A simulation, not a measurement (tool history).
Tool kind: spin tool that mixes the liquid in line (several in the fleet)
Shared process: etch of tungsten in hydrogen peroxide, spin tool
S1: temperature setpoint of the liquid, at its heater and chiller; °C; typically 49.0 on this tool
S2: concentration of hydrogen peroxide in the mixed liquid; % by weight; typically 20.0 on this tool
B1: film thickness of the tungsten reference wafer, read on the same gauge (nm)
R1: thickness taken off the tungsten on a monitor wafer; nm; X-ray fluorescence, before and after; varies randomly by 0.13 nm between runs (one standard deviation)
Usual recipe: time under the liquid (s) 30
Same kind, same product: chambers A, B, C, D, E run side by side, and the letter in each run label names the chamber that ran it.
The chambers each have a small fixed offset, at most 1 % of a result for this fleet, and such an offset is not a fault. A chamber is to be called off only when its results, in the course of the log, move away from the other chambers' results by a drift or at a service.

-- hour=6.9 chamber D: heated supply line repaired
run 1E hour=8.6 | S1=49.0 S2=20.0 time_under_the_liquid_(s)=30 | B1=40.035 | R1=26.340
run 2D hour=14.9 | S1=49.0 S2=20.0 time_under_the_liquid_(s)=30 | B1=40.007 | R1=26.602
run 3B hour=20.9 | S1=49.0 S2=20.0 time_under_the_liquid_(s)=30 | B1=40.005 | R1=26.675
-- hour=21.4 chamber C: thermometer replaced
run 4C hour=26.5 | S1=49.0 S2=20.0 time_under_the_liquid_(s)=30 | B1=39.968 | R1=26.335
run 5A hour=32.3 | S1=49.0 S2=20.0 time_under_the_liquid_(s)=30 | B1=39.978 | R1=26.624
run 6E hour=39.0 | S1=49.0 S2=25.5 time_under_the_liquid_(s)=15 | B1=39.964 | R1=14.737
run 7B hour=44.5 | S1=49.0 S2=25.5 time_under_the_liquid_(s)=15 | B1=40.015 | R1=14.988
run 8D hour=48.5 | S1=49.0 S2=25.5 time_under_the_liquid_(s)=15 | B1=40.040 | R1=15.117
run 9C hour=56.8 | S1=49.0 S2=25.5 time_under_the_liquid_(s)=15 | B1=40.019 | R1=14.884
run 10A hour=64.1 | S1=49.0 S2=25.5 time_under_the_liquid_(s)=15 | B1=39.985 | R1=14.874
run 11C hour=70.7 | S1=49.0 S2=20.0 time_under_the_liquid_(s)=30 | B1=39.951 | R1=26.239
run 12A hour=78.4 | S1=49.0 S2=20.0 time_under_the_liquid_(s)=30 | B1=40.028 | R1=26.009
run 13D hour=86.5 | S1=49.0 S2=20.0 time_under_the_liquid_(s)=30 | B1=39.971 | R1=26.813
run 14E hour=90.7 | S1=49.0 S2=20.0 time_under_the_liquid_(s)=30 | B1=40.005 | R1=26.214
run 15B hour=96.7 | S1=49.0 S2=20.0 time_under_the_liquid_(s)=30 | B1=39.996 | R1=26.418
run 16A hour=103.1 | S1=49.0 S2=20.0 time_under_the_liquid_(s)=30 | B1=39.990 | R1=26.052
run 17B hour=111.4 | S1=49.0 S2=20.0 time_under_the_liquid_(s)=30 | B1=40.025 | R1=26.380
-- hour=116.6 chamber E: thermometer replaced
run 18C hour=117.9 | S1=49.0 S2=20.0 time_under_the_liquid_(s)=30 | B1=39.992 | R1=26.507
run 19D hour=123.6 | S1=49.0 S2=20.0 time_under_the_liquid_(s)=30 | B1=39.994 | R1=26.418
run 20E hour=131.5 | S1=49.0 S2=20.0 time_under_the_liquid_(s)=30 | B1=39.997 | R1=26.430
run 21A hour=139.5 | S1=49.0 S2=20.0 time_under_the_liquid_(s)=30 | B1=40.062 | R1=25.731
run 22C hour=145.5 | S1=49.0 S2=25.0 time_under_the_liquid_(s)=15 | B1=40.004 | R1=14.719
run 23D hour=153.5 | S1=49.0 S2=25.0 time_under_the_liquid_(s)=15 | B1=40.031 | R1=14.862
run 24E hour=160.5 | S1=49.0 S2=25.0 time_under_the_liquid_(s)=15 | B1=40.034 | R1=14.669
run 25B hour=165.8 | S1=49.0 S2=25.0 time_under_the_liquid_(s)=15 | B1=40.002 | R1=15.034
run 26D hour=172.7 | S1=49.0 S2=25.0 time_under_the_liquid_(s)=15 | B1=39.971 | R1=14.789
run 27C hour=180.5 | S1=49.0 S2=20.0 time_under_the_liquid_(s)=30 | B1=40.020 | R1=26.189
run 28A hour=185.2 | S1=49.0 S2=20.0 time_under_the_liquid_(s)=30 | B1=39.996 | R1=25.208
run 29E hour=191.4 | S1=49.0 S2=20.0 time_under_the_liquid_(s)=30 | B1=39.994 | R1=26.202
run 30B hour=198.9 | S1=49.0 S2=20.0 time_under_the_liquid_(s)=30 | B1=40.001 | R1=26.246
run 31D hour=205.8 | S1=49.0 S2=20.0 time_under_the_liquid_(s)=15 | B1=40.011 | R1=13.144
run 32E hour=213.8 | S1=49.0 S2=20.0 time_under_the_liquid_(s)=15 | B1=40.001 | R1=13.054
run 33A hour=217.9 | S1=49.0 S2=20.0 time_under_the_liquid_(s)=15 | B1=40.040 | R1=12.512
run 34C hour=223.3 | S1=49.0 S2=20.0 time_under_the_liquid_(s)=15 | B1=39.969 | R1=12.996
run 35B hour=228.8 | S1=49.0 S2=20.0 time_under_the_liquid_(s)=15 | B1=40.002 | R1=13.187
run 36D hour=232.6 | S1=54.5 S2=20.0 time_under_the_liquid_(s)=35 | B1=39.994 | R1=43.490
run 37E hour=237.2 | S1=54.5 S2=20.0 time_under_the_liquid_(s)=35 | B1=40.024 | R1=42.389
run 38A hour=241.5 | S1=54.5 S2=20.0 time_under_the_liquid_(s)=35 | B1=39.976 | R1=40.355
run 39C hour=245.9 | S1=54.5 S2=20.0 time_under_the_liquid_(s)=35 | B1=40.046 | R1=42.425

Is one chamber out of step, is the gauge drifting, or do the chambers differ by no more than their own small offsets? For an off chamber, give its letter and the likeliest cause.

One chamber, A, drifts off from the rest bit by bit.
Cause: temperature lost on the way to the wafer (K) = 1.1.
With only this log, it may be confused with: liquid colder than its thermometer reads (K); peroxide flow below the setpoint (%).

Which of the 4 candidates below, each the usual settings with something changed and its results left as question marks, puts chamber A back in line with what the other chambers give on the usual settings?
To be in line, a result may differ from the other chambers' mean on the usual settings by at most: R1 0.460 nm
run 40A-1 hour=252.0 | S1=48.5 S2=20.0 time_under_the_liquid_(s)=30 | R1=?
run 40A-2 hour=252.0 | S1=50.0 S2=20.0 time_under_the_liquid_(s)=30 | R1=?
run 40A-3 hour=252.0 | S1=49.5 S2=20.0 time_under_the_liquid_(s)=30 | R1=?
run 40A-4 hour=252.0 | S1=48.0 S2=20.0 time_under_the_liquid_(s)=30 | R1=?

What the other chambers average on the usual settings: R1 26.383 nm
run=40A-1 R1=23.905
run=40A-2 R1=26.228
run=40A-3 R1=25.432
run=40A-4 R1=23.173
It is 40A-2 that realigns the chamber with its peers.
